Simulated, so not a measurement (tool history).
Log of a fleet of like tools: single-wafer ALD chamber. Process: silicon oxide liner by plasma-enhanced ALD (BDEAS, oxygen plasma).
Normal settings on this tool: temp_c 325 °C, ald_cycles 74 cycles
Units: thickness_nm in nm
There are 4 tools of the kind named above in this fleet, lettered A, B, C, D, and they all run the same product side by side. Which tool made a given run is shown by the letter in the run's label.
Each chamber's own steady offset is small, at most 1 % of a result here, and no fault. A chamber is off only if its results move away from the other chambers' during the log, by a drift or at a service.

run   hour  temp_c  ald_cycles  hours since the last thermocouple change  read-back reference wafer on the same gauge, thickness_nm  thickness_nm
 1D    3.9     325          74                                     701.4                                                     6.5405        6.6112
 2B    7.6     325          74                                     353.4                                                     6.5409        6.6551
 3C   11.7     325          74                                      34.4                                                     6.5408        6.5783
 4A   16.5     325          74                                    1204.5                                                     6.5422        6.6794
 5B   20.6     339          74                                     366.4                                                      6.543        6.5402
 6C   25.5     339          74                                      48.2                                                     6.5473        6.4667
 7A     29     339          74                                      1217                                                     6.5463        6.5495
 8D   32.2     339          74                                     729.7                                                     6.5465        6.4853
 9A   35.2     325          74                                    1223.2                                                     6.5479        6.6919
10C   40.3     325          74                                        63                                                     6.5499        6.6036
11B   44.9     325          74                                     390.7                                                     6.5495        6.6671
12D   47.9     325          63                                     745.4                                                     6.5511        5.6306
13A   52.8     325          63                                    1240.8                                                     6.5533        5.7076
14D   55.6     325          63                                     753.1                                                     6.5517         5.629
15C   59.2     325          63                                      81.9                                                     6.5519        5.6184
16B   63.8     325          74                                     409.6                                                     6.5539        6.6861
17B   67.5     325          74                                     413.3                                                      6.556        6.6761
18A   70.6     325          74                                    1258.6                                                     6.5564         6.716
19C   73.3     325          74                                        96                                                     6.5557        6.6149
20D   77.8     325          74                                     775.3                                                     6.5582        6.6265
21D   82.2     325          74                                     779.7                                                     6.5588        6.6147
      83.4  -- chamber A: thermocouple changed; heater temperature recalibrated
22C   84.9     325          74                                     107.6                                                     6.5602        6.6106
23A   88.9     325          74                                       5.6                                                     6.5602        6.7107
24B     92     315          74                                     437.8                                                     6.5605        6.7714
25B   94.4     315          74                                     440.2                                                     6.5612        6.7845
26D   97.2     315          74                                     794.7                                                     6.5637        6.7203
27A    100     315          74                                      16.7                                                     6.5611        6.8155
28C  103.5     325          74                                     126.2                                                     6.5637        6.6193
29B  108.4     325          74                                     454.2                                                     6.5653        6.6882
30D  111.5     313          86                                       809                                                     6.5651        7.8423
31C  114.4     313          86                                     137.1                                                     6.5662        7.8362
32A  118.6     313          86                                      35.3                                                     6.5678        7.9323
33D  121.3     313          86                                     818.8                                                     6.5669        7.8526
34C  124.2     325          74                                     146.9                                                     6.5677        6.6221
35B  126.7     325          74                                     472.5                                                     6.5688        6.6937

Is one chamber out of step, is the gauge drifting, or do the chambers differ by no more than their own small offsets? For an off chamber, give its letter and the likeliest cause.

It is the gauge, not a chamber: its drift shows up in every chamber's results at once, and no chamber is off.
What lies behind it: gauge reads high (%) = 0.457.

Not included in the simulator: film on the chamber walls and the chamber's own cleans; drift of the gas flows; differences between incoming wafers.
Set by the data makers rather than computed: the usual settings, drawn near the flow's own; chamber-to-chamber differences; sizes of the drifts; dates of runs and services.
